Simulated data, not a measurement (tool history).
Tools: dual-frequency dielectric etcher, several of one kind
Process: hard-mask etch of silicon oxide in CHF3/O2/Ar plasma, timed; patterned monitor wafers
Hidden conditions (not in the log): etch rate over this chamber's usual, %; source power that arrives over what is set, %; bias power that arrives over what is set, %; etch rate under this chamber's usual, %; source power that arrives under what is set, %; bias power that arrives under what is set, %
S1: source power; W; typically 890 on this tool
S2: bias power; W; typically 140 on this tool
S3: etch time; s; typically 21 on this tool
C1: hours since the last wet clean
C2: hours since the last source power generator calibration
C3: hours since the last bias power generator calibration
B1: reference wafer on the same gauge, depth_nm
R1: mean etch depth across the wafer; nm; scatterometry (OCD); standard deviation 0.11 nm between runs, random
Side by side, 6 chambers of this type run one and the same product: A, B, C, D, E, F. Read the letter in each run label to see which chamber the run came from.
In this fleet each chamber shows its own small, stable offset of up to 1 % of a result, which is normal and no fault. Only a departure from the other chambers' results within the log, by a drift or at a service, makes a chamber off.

| run | hour | S1 | S2 | S3 | C1 | C2 | C3 | B1 | R1 |
|---|---|---|---|---|---|---|---|---|---|
| 1F | 4.7 | 890 | 140 | 21 | 336.0 | 2553.0 | 1678.8 | 40.537 | 44.326 |
| 2C | 11.8 | 890 | 140 | 21 | 195.5 | 1581.9 | 4784.2 | 40.477 | 44.511 |
| 3B | 18.1 | 890 | 140 | 21 | 237.2 | 3237.9 | 3574.1 | 40.491 | 44.570 |
| 4E | 22.7 | 890 | 140 | 21 | 441.7 | 1150.5 | 2201.3 | 40.503 | 44.537 |
| 5D | 32.1 | 890 | 140 | 21 | 59.6 | 1158.4 | 4393.4 | 40.486 | 44.588 |
| 6A | 39.3 | 890 | 140 | 21 | 145.1 | 1161.4 | 98.2 | 40.508 | 44.330 |
| 7C | 46.0 | 890 | 140 | 21 | 229.7 | 1616.1 | 4818.4 | 40.496 | 44.560 |
| 8A | 50.8 | 720 | 166 | 21 | 156.6 | 1172.9 | 109.7 | 40.493 | 43.219 |
| 9E | 60.3 | 720 | 166 | 21 | 479.3 | 1188.1 | 2238.9 | 40.519 | 43.371 |
| 10D | 67.2 | 720 | 166 | 21 | 94.7 | 1193.5 | 4428.5 | 40.500 | 43.120 |
| 11B | 73.1 | 720 | 166 | 21 | 292.2 | 3292.9 | 3629.1 | 40.512 | 43.195 |
| 12F | 77.9 | 720 | 166 | 21 | 409.2 | 2626.2 | 1752.0 | 40.500 | 43.063 |
| 13A | 86.4 | 720 | 166 | 21 | 192.2 | 1208.5 | 145.3 | 40.516 | 43.375 |
| 14C | 91.6 | 890 | 140 | 21 | 275.3 | 1661.7 | 4864.0 | 40.512 | 44.702 |
| 15E | 100.0 | 890 | 140 | 21 | 519.0 | 1227.8 | 2278.6 | 40.500 | 44.513 |
| 16B | 109.0 | 890 | 140 | 21 | 328.1 | 3328.8 | 3665.0 | 40.491 | 44.230 |
| 17D | 114.3 | 890 | 140 | 16 | 141.8 | 1240.6 | 4475.6 | 40.511 | 33.801 |
| 18F | 123.8 | 890 | 140 | 16 | 455.1 | 2672.1 | 1797.9 | 40.481 | 33.733 |
| 19C | 130.2 | 890 | 140 | 16 | 313.9 | 1700.3 | 4902.6 | 40.509 | 33.950 |
|  | 132.2 | chamber E: wet clean of the chamber |
| 20F | 139.5 | 890 | 140 | 16 | 470.8 | 2687.8 | 1813.6 | 40.508 | 33.840 |
| 21B | 147.7 | 890 | 140 | 16 | 366.8 | 3367.5 | 3703.7 | 40.511 | 33.535 |
| 22D | 155.3 | 890 | 140 | 16 | 182.8 | 1281.6 | 4516.6 | 40.525 | 33.774 |
| 23E | 163.9 | 890 | 140 | 21 | 31.7 | 1291.7 | 2342.5 | 40.516 | 44.374 |
| 24A | 170.0 | 890 | 140 | 21 | 275.8 | 1292.1 | 228.9 | 40.500 | 44.570 |
| 25D | 178.2 | 890 | 140 | 21 | 205.7 | 1304.5 | 4539.5 | 40.494 | 44.309 |
| 26F | 182.3 | 890 | 140 | 21 | 513.6 | 2730.6 | 1856.4 | 40.510 | 44.344 |
|  | 188.0 | chamber D: bias power generator calibrated |
| 27C | 191.7 | 890 | 140 | 21 | 375.4 | 1761.8 | 4964.1 | 40.511 | 44.589 |
| 28B | 196.9 | 890 | 140 | 21 | 416.0 | 3416.7 | 3752.9 | 40.495 | 43.802 |
| 29A | 204.6 | 890 | 140 | 21 | 310.4 | 1326.7 | 263.5 | 40.498 | 44.561 |
| 30E | 212.5 | 890 | 140 | 21 | 80.3 | 1340.3 | 2391.1 | 40.497 | 44.529 |
| 31E | 218.3 | 890 | 140 | 21 | 86.1 | 1346.1 | 2396.9 | 40.472 | 44.556 |
| 32F | 223.0 | 890 | 140 | 21 | 554.3 | 2771.3 | 1897.1 | 40.505 | 44.512 |
| 33D | 230.5 | 720 | 140 | 25 | 258.0 | 1356.8 | 42.6 | 40.512 | 48.457 |
| 34B | 235.7 | 720 | 140 | 25 | 454.8 | 3455.5 | 3791.7 | 40.537 | 47.694 |
|  | 240.3 | chamber F: wet clean of the chamber |
| 35A | 241.0 | 720 | 140 | 25 | 346.8 | 1363.1 | 299.9 | 40.525 | 48.744 |
| 36C | 247.1 | 720 | 140 | 25 | 430.8 | 1817.2 | 5019.5 | 40.519 | 48.679 |
| 37B | 251.7 | 720 | 140 | 25 | 470.8 | 3471.5 | 3807.7 | 40.530 | 47.348 |
| 38C | 260.2 | 720 | 140 | 25 | 443.9 | 1830.3 | 5032.6 | 40.504 | 48.745 |
| 39F | 269.0 | 890 | 171 | 21 | 28.7 | 2817.3 | 1943.1 | 40.501 | 47.325 |
| 40D | 277.5 | 890 | 171 | 21 | 305.0 | 1403.8 | 89.6 | 40.512 | 47.238 |
| 41E | 285.0 | 890 | 171 | 21 | 152.8 | 1412.8 | 2463.6 | 40.475 | 47.393 |
| 42A | 293.2 | 890 | 171 | 21 | 399.0 | 1415.3 | 352.1 | 40.494 | 47.594 |
| 43E | 302.7 | 890 | 171 | 21 | 170.5 | 1430.5 | 2481.3 | 40.533 | 47.498 |
| 44C | 311.3 | 890 | 171 | 21 | 495.0 | 1881.4 | 5083.7 | 40.506 | 47.402 |

The same settings go to every chamber for the next run, one line per chamber below. Forecast the results for each:
| 45A | 318.2 | 820 | 140 | 21 |  |  |  |  | ? |
| 45B | 318.2 | 820 | 140 | 21 |  |  |  |  | ? |
| 45C | 318.2 | 820 | 140 | 21 |  |  |  |  | ? |
| 45D | 318.2 | 820 | 140 | 21 |  |  |  |  | ? |
| 45E | 318.2 | 820 | 140 | 21 |  |  |  |  | ? |
| 45F | 318.2 | 820 | 140 | 21 |  |  |  |  | ? |

| run | R1 |
|---|---|
| 45A | 43.041 |
| 45B | 41.516 |
| 45C | 43.249 |
| 45D | 42.901 |
| 45E | 43.239 |
| 45F | 42.821 |

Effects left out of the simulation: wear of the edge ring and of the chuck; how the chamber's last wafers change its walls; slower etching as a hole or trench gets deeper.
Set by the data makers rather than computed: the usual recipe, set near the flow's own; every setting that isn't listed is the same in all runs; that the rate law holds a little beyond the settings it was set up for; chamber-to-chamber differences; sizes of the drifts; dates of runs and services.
